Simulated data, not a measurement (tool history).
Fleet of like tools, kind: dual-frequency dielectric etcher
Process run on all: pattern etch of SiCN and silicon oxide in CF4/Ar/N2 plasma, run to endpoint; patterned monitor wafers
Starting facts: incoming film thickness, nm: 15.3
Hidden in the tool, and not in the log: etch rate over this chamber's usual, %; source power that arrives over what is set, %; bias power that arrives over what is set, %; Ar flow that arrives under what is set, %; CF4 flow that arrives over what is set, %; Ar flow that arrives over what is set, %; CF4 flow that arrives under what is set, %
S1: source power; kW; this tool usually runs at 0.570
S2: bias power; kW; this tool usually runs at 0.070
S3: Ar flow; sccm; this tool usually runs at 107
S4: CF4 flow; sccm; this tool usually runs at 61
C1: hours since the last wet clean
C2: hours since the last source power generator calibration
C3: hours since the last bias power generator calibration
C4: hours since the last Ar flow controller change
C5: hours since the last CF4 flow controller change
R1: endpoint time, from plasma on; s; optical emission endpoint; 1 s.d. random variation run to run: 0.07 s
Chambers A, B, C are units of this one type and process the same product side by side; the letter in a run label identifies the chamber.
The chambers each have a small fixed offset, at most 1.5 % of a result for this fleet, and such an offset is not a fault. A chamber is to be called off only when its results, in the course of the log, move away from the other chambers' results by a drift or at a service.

{"run": "1A", "day": 0.242, "S1": 0.57, "S2": 0.07, "S3": 107, "S4": 61, "C1": 341.4, "C2": 2629.8, "C3": 1239.9, "C4": 4589.9, "C5": 2863.1, "R1": 15.038}
{"run": "2B", "day": 0.583, "S1": 0.57, "S2": 0.07, "S3": 107, "S4": 61, "C1": 364.2, "C2": 2786.7, "C3": 313.5, "C4": 2866.2, "C5": 1391.6, "R1": 14.924}
{"run": "3C", "day": 0.938, "S1": 0.57, "S2": 0.07, "S3": 107, "S4": 61, "C1": 432.1, "C2": 630.6, "C3": 2845.1, "C4": 1363.6, "C5": 3720.6, "R1": 15.058}
{"run": "4A", "day": 1.333, "S1": 0.57, "S2": 0.07, "S3": 107, "S4": 61, "C1": 367.6, "C2": 2656.0, "C3": 1266.1, "C4": 4616.1, "C5": 2889.3, "R1": 15.167}
{"run": "5B", "day": 1.721, "S1": 0.51, "S2": 0.07, "S3": 107, "S4": 61, "C1": 391.5, "C2": 2814.0, "C3": 340.8, "C4": 2893.5, "C5": 1418.9, "R1": 16.545}
{"run": "6C", "day": 2.008, "S1": 0.51, "S2": 0.07, "S3": 107, "S4": 61, "C1": 457.8, "C2": 656.3, "C3": 2870.8, "C4": 1389.3, "C5": 3746.3, "R1": 16.537}
{"run": "7B", "day": 2.229, "S1": 0.51, "S2": 0.07, "S3": 107, "S4": 61, "C1": 403.7, "C2": 2826.2, "C3": 353.0, "C4": 2905.7, "C5": 1431.1, "R1": 16.563}
{"run": "8C", "day": 2.579, "S1": 0.57, "S2": 0.07, "S3": 107, "S4": 61, "C1": 471.5, "C2": 670.0, "C3": 2884.5, "C4": 1403.0, "C5": 3760.0, "R1": 15.004}
{"run": "9A", "day": 2.988, "S1": 0.57, "S2": 0.07, "S3": 107, "S4": 61, "C1": 407.3, "C2": 2695.7, "C3": 1305.8, "C4": 4655.8, "C5": 2929.0, "R1": 15.201}
{"run": "10A", "day": 3.417, "S1": 0.57, "S2": 0.07, "S3": 107, "S4": 72, "C1": 417.6, "C2": 2706.0, "C3": 1316.1, "C4": 4666.1, "C5": 2939.3, "R1": 14.765}
{"run": "11B", "day": 3.908, "S1": 0.57, "S2": 0.07, "S3": 107, "S4": 72, "C1": 444.0, "C2": 2866.5, "C3": 393.3, "C4": 2946.0, "C5": 1471.4, "R1": 14.651}
{"run": "12C", "day": 4.375, "S1": 0.57, "S2": 0.07, "S3": 107, "S4": 72, "C1": 514.6, "C2": 713.1, "C3": 2927.6, "C4": 1446.1, "C5": 3803.1, "R1": 14.432}
{"run": "13C", "day": 4.842, "S1": 0.57, "S2": 0.07, "S3": 123, "S4": 61, "C1": 525.8, "C2": 724.3, "C3": 2938.8, "C4": 1457.3, "C5": 3814.3, "R1": 15.197}
{"run": "14B", "day": 5.238, "S1": 0.57, "S2": 0.07, "S3": 123, "S4": 61, "C1": 475.9, "C2": 2898.4, "C3": 425.2, "C4": 2977.9, "C5": 1503.3, "R1": 15.29}
{"run": "15A", "day": 5.554, "S1": 0.57, "S2": 0.07, "S3": 123, "S4": 61, "C1": 468.9, "C2": 2757.3, "C3": 1367.4, "C4": 4717.4, "C5": 2990.6, "R1": 15.499}
{"day": 5.696, "done": "chamber C: wet clean of the chamber"}
{"run": "16B", "day": 5.838, "S1": 0.57, "S2": 0.07, "S3": 107, "S4": 61, "C1": 490.3, "C2": 2912.8, "C3": 439.6, "C4": 2992.3, "C5": 1517.7, "R1": 14.877}
{"run": "17C", "day": 6.121, "S1": 0.43, "S2": 0.07, "S3": 107, "S4": 61, "C1": 10.2, "C2": 755.0, "C3": 2969.5, "C4": 1488.0, "C5": 3845.0, "R1": 19.132}
{"run": "18A", "day": 6.467, "S1": 0.43, "S2": 0.07, "S3": 107, "S4": 61, "C1": 490.8, "C2": 2779.2, "C3": 1389.3, "C4": 4739.3, "C5": 3012.5, "R1": 19.472}
{"run": "19C", "day": 6.733, "S1": 0.43, "S2": 0.07, "S3": 107, "S4": 61, "C1": 24.9, "C2": 769.7, "C3": 2984.2, "C4": 1502.7, "C5": 3859.7, "R1": 19.03}
{"run": "20A", "day": 7.204, "S1": 0.57, "S2": 0.07, "S3": 107, "S4": 61, "C1": 508.5, "C2": 2796.9, "C3": 1407.0, "C4": 4757.0, "C5": 3030.2, "R1": 14.932}
{"run": "21B", "day": 7.525, "S1": 0.57, "S2": 0.07, "S3": 107, "S4": 56, "C1": 530.8, "C2": 2953.3, "C3": 480.1, "C4": 3032.8, "C5": 1558.2, "R1": 15.237}
{"run": "22C", "day": 7.883, "S1": 0.57, "S2": 0.07, "S3": 107, "S4": 56, "C1": 52.5, "C2": 797.3, "C3": 3011.8, "C4": 1530.3, "C5": 3887.3, "R1": 15.345}
{"run": "23B", "day": 8.3, "S1": 0.57, "S2": 0.07, "S3": 107, "S4": 56, "C1": 549.4, "C2": 2971.9, "C3": 498.7, "C4": 3051.4, "C5": 1576.8, "R1": 15.204}
{"run": "24A", "day": 8.75, "S1": 0.57, "S2": 0.07, "S3": 107, "S4": 61, "C1": 545.6, "C2": 2834.0, "C3": 1444.1, "C4": 4794.1, "C5": 3067.3, "R1": 14.793}
{"run": "25B", "day": 8.967, "S1": 0.47, "S2": 0.07, "S3": 107, "S4": 51, "C1": 565.4, "C2": 2987.9, "C3": 514.7, "C4": 3067.4, "C5": 1592.8, "R1": 18.383}
{"run": "26C", "day": 9.375, "S1": 0.47, "S2": 0.07, "S3": 107, "S4": 51, "C1": 88.3, "C2": 833.1, "C3": 3047.6, "C4": 1566.1, "C5": 3923.1, "R1": 18.191}
{"run": "27A", "day": 9.783, "S1": 0.47, "S2": 0.07, "S3": 107, "S4": 51, "C1": 570.4, "C2": 2858.8, "C3": 1468.9, "C4": 4818.9, "C5": 3092.1, "R1": 18.079}
{"day": 9.925, "done": "chamber B: wet clean of the chamber"}
{"run": "28B", "day": 10.25, "S1": 0.57, "S2": 0.07, "S3": 107, "S4": 61, "C1": 7.8, "C2": 3018.7, "C3": 545.5, "C4": 3098.2, "C5": 1623.6, "R1": 15.033}
{"run": "29A", "day": 10.467, "S1": 0.57, "S2": 0.07, "S3": 107, "S4": 61, "C1": 586.8, "C2": 2875.2, "C3": 1485.3, "C4": 4835.3, "C5": 3108.5, "R1": 14.85}
{"run": "30C", "day": 10.717, "S1": 0.57, "S2": 0.07, "S3": 107, "S4": 61, "C1": 120.5, "C2": 865.3, "C3": 3079.8, "C4": 1598.3, "C5": 3955.3, "R1": 14.961}
{"run": "31B", "day": 11.171, "S1": 0.57, "S2": 0.07, "S3": 107, "S4": 61, "C1": 29.9, "C2": 3040.8, "C3": 567.6, "C4": 3120.3, "C5": 1645.7, "R1": 15.143}
{"run": "32C", "day": 11.475, "S1": 0.57, "S2": 0.07, "S3": 107, "S4": 61, "C1": 138.7, "C2": 883.5, "C3": 3098.0, "C4": 1616.5, "C5": 3973.5, "R1": 15.022}

Each of the 3 chambers runs these same settings next. Fill in every chamber's results:
{"run": "33A", "day": 11.829, "S1": 0.57, "S2": 0.07, "S3": 107, "S4": 61, "R1": "?"}
{"run": "33B", "day": 11.829, "S1": 0.57, "S2": 0.07, "S3": 107, "S4": 61, "R1": "?"}
{"run": "33C", "day": 11.829, "S1": 0.57, "S2": 0.07, "S3": 107, "S4": 61, "R1": "?"}

run=33A R1=14.579
run=33B R1=14.942
run=33C R1=14.949

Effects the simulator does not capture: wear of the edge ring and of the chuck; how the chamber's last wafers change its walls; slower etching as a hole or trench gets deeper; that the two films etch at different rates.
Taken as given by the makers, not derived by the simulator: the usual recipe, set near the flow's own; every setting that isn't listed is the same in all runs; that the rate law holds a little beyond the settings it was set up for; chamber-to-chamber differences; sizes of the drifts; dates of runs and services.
